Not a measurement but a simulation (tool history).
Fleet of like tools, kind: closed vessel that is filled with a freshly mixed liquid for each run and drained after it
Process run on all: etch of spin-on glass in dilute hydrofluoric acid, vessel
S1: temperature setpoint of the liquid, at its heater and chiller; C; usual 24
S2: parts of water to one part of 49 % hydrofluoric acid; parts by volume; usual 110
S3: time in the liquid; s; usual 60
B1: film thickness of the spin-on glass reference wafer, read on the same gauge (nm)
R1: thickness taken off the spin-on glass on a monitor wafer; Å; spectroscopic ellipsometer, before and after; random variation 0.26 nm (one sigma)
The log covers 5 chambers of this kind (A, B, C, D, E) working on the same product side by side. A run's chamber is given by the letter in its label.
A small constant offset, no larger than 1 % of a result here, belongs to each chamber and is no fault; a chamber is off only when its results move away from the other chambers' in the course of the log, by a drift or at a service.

run   hour  S1   S2  S3      B1      R1
 1C      7  24  110  60  99.993  318.14
 2D   11.9  24  110  60  99.998  316.46
 3E   17.1  24  110  60  100.01  320.05
 4B   22.4  24  110  60  100.01  316.38
 5A   32.9  24  110  60  100.01  319.28
 6B   42.9  24  110  60  99.976  318.51
 7D   50.1  24  110  60  100.01  315.65
 8A   58.2  24  110  60  100.01  319.74
 9C   63.7  28  110  80  99.992  487.81
10E   69.2  28  110  80  99.984   499.5
11C   76.8  28  110  80  99.986   494.5
12B   87.7  28  110  80     100  491.82
13A   94.7  28  110  80  99.972  490.46
14E  101.8  24  110  60  100.01  322.06
15D    110  24  110  60  99.982  314.46
16A  117.2  24  110  60     100  317.84
17E  126.8  27  110  60  99.997  354.82
18D  133.1  27  110  60  100.01  347.56
19C  141.5  27  110  60  99.965  352.22
20B  151.8  27  110  60  100.01  352.29
21A  158.2  27  110  60  100.02  355.38
22B  164.2  24  110  60     100  315.74
23C  170.2  24  110  60  99.996  313.21
24D  180.5  24  140  75  99.995  297.87
25E  190.7  24  140  75  100.01   292.4
26B  200.9  24  140  75     100   299.3
27E  208.2  24  140  75  99.998  290.53
28A  214.6  24  140  75  99.995  303.07
29C  225.1  24  110  60  99.977  318.05
30D    231  24  110  60  99.978  317.55
31E  241.4  24  110  60  100.01  299.48
32D  252.3  24  110  60  100.01  315.79
33B    258  24  110  60  99.997  318.03
34A  266.1  24  110  60  100.03  317.63
35C  275.8  24  110  60  99.989  318.32
36A  286.3  24  110  30  99.966  156.52

One chamber off, gauge drift, or nothing amiss beyond the chambers' own small offsets? If it is a chamber, which one, and what is the likeliest cause?

Little by little, chamber E moves away from the other chambers.
What lies behind it: hydrofluoric acid flow below the setpoint (%) = 7.68.
Not necessarily distinguishable in this log from: liquid colder than its thermometer reads (K).

Which of the 4 candidates below, each the usual settings with something changed and its results left as question marks, puts chamber E back in line with what the other chambers give on the usual settings?
In-line tolerance around the mean of the other chambers on the usual settings: R1 8.9 Å
37E-1  294.5  24.5  110  60       ?
37E-2  294.5  23.5  110  60       ?
37E-3  294.5    26  110  60       ?
37E-4  294.5    24  110  55       ?

Usual-settings mean across the other chambers: R1 316.21 Å
  run      R1
37E-1  297.13
37E-2  285.97
37E-3  314.61
37E-4  267.22
It is 37E-3 that realigns the chamber with its peers.

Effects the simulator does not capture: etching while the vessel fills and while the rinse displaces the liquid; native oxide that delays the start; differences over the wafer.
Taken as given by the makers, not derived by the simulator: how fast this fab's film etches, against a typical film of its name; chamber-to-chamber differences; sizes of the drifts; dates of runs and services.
